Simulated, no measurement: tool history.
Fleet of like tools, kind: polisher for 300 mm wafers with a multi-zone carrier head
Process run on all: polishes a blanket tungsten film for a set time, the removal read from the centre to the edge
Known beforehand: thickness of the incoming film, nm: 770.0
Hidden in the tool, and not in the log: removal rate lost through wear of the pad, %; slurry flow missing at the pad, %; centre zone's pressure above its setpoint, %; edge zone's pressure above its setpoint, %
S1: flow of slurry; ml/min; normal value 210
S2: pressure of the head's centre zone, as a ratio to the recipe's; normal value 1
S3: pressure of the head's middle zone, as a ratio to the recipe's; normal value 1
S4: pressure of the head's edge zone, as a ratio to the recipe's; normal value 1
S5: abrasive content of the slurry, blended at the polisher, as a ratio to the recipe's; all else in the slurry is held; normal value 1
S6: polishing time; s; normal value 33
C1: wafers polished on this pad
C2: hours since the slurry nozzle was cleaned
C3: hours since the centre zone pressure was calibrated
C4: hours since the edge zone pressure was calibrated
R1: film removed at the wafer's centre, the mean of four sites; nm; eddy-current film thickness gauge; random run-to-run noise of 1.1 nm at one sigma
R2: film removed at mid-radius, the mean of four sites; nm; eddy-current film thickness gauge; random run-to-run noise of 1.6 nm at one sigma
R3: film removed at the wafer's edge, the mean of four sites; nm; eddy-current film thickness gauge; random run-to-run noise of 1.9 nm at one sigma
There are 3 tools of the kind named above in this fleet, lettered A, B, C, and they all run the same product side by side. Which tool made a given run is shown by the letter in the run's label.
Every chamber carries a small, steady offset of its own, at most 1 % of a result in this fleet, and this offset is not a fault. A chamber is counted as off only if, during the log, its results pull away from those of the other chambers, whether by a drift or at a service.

Run 1A, hour 3.8: usual settings; C1 345; C2 515.1; C3 725.5; C4 287.3. Result: R1 133.3 nm, R2 131.63 nm, R3 133.32 nm.
Run 2B, hour 9.4: usual settings; C1 243; C2 317.3; C3 202.5; C4 353.7. Result: R1 134.18 nm, R2 133.25 nm, R3 131.98 nm.
Run 3C, hour 13.7: usual settings; C1 910; C2 160; C3 233.1; C4 137.2. Result: R1 133.1 nm, R2 131.64 nm, R3 129.79 nm.
Run 4C, hour 19.3: usual settings; C1 991; C2 165.6; C3 238.7; C4 142.8. Result: R1 131.15 nm, R2 130.41 nm, R3 130.88 nm.
At hour 20: chamber C: worn pad replaced by a new one.
At hour 20.2: chamber A: worn pad replaced by a new one.
Run 5B, hour 22.8: usual settings but S4 1.07; C1 435; C2 330.7; C3 215.9; C4 367.1. Result: R1 129.64 nm, R2 133.37 nm, R3 134.65 nm.
Run 6A, hour 29.5: usual settings but S4 1.07; C1 134; C2 540.8; C3 751.2; C4 313. Result: R1 131.77 nm, R2 131.31 nm, R3 139.91 nm.
Run 7A, hour 35.5: usual settings but S4 1.07; C1 220; C2 546.8; C3 757.2; C4 319. Result: R1 133.28 nm, R2 134.44 nm, R3 137.17 nm.
At hour 37.8: chamber B: edge zone pressure recalibrated.
At hour 38.1: chamber B: worn pad replaced by a new one.
Run 8B, hour 41.3: usual settings; C1 46; C2 349.2; C3 234.4; C4 3.5. Result: R1 130.53 nm, R2 131.37 nm, R3 136.33 nm.
Run 9C, hour 46.9: usual settings; C1 387; C2 193.2; C3 266.3; C4 170.4. Result: R1 132.03 nm, R2 134.66 nm, R3 129.94 nm.
At hour 52.6: chamber A: worn pad replaced by a new one.
Run 10B, hour 53.6: usual settings; C1 223; C2 361.5; C3 246.7; C4 15.8. Result: R1 131.54 nm, R2 133.23 nm, R3 135.86 nm.
Run 11C, hour 57.2: usual settings; C1 534; C2 203.5; C3 276.6; C4 180.7. Result: R1 131.67 nm, R2 131.25 nm, R3 132.34 nm.
Run 12A, hour 63.1: usual settings but S4 1.08, S6 43 s; C1 150; C2 574.4; C3 784.8; C4 346.6. Result: R1 172.02 nm, R2 173.18 nm, R3 181.6 nm.
At hour 64.2: chamber A: slurry nozzle cleaned.
Run 13C, hour 66.5: usual settings but S4 1.08, S6 43 s; C1 668; C2 212.8; C3 285.9; C4 190. Result: R1 171.71 nm, R2 170.24 nm, R3 176.98 nm.
Run 14A, hour 69.6: usual settings but S4 1.08, S6 43 s; C1 244; C2 5.4; C3 791.3; C4 353.1. Result: R1 172.39 nm, R2 173.89 nm, R3 182.29 nm.
Run 15B, hour 73.1: usual settings but S3 0.92, S4 0.94; C1 502; C2 381; C3 266.2; C4 35.3. Result: R1 128.66 nm, R2 119.33 nm, R3 125.18 nm.
Run 16A, hour 77.6: usual settings but S3 0.92, S4 0.94; C1 358; C2 13.4; C3 799.3; C4 361.1. Result: R1 133.41 nm, R2 120.44 nm, R3 128.21 nm.
Run 17C, hour 82.3: usual settings but S3 0.92, S4 0.94; C1 894; C2 228.6; C3 301.7; C4 205.8. Result: R1 131.3 nm, R2 122.44 nm, R3 126.4 nm.
At hour 83.4: chamber C: worn pad replaced by a new one.
At hour 85.2: chamber B: worn pad replaced by a new one.
At hour 85.6: chamber A: worn pad replaced by a new one.
Run 18B, hour 88.4: usual settings; C1 46; C2 396.3; C3 281.5; C4 50.6. Result: R1 128.71 nm, R2 128.92 nm, R3 129.81 nm.
Run 19C, hour 91.6: usual settings; C1 118; C2 237.9; C3 311; C4 215.1. Result: R1 133.92 nm, R2 132.58 nm, R3 131.68 nm.
Run 20B, hour 98.1: usual settings but S1 240 ml/min, S2 0.89; C1 185; C2 406; C3 291.2; C4 60.3. Result: R1 114.58 nm, R2 132.38 nm, R3 134.89 nm.
Run 21A, hour 102.4: usual settings but S1 240 ml/min, S2 0.89; C1 242; C2 38.2; C3 824.1; C4 385.9. Result: R1 117.98 nm, R2 135.62 nm, R3 137.34 nm.
Run 22C, hour 105.9: usual settings but S1 240 ml/min, S2 0.89; C1 323; C2 252.2; C3 325.3; C4 229.4. Result: R1 119.45 nm, R2 132.45 nm, R3 134.62 nm.
Run 23B, hour 109.4: usual settings; C1 347; C2 417.3; C3 302.5; C4 71.6. Result: R1 128.03 nm, R2 127.92 nm, R3 129.91 nm.
Run 24A, hour 115.4: usual settings; C1 428; C2 51.2; C3 837.1; C4 398.9. Result: R1 132.66 nm, R2 131.5 nm, R3 130.34 nm.
Run 25B, hour 120.4: usual settings; C1 505; C2 428.3; C3 313.5; C4 82.6. Result: R1 124.03 nm, R2 123.39 nm, R3 125.33 nm.
At hour 125.1: chamber A: worn pad replaced by a new one.
Run 26A, hour 126.7: usual settings; C1 23; C2 62.5; C3 848.4; C4 410.2. Result: R1 130.02 nm, R2 133.58 nm, R3 133.46 nm.
Run 27C, hour 133.3: usual settings; C1 716; C2 279.6; C3 352.7; C4 256.8. Result: R1 131.29 nm, R2 127.45 nm, R3 132.28 nm.

Next, every chamber runs the same settings. What will each give?
Run 28A, hour 138.2: usual settings but S2 0.95. Result: R1 ?, R2 ?, R3 ?.
Run 28B, hour 138.2: usual settings but S2 0.95. Result: R1 ?, R2 ?, R3 ?.
Run 28C, hour 138.2: usual settings but S2 0.95. Result: R1 ?, R2 ?, R3 ?.

run      R1      R2      R3
28A  126.27  132.15  131.02
28B  115.55  123.28  126.47
28C  126.99  130.76  131.29
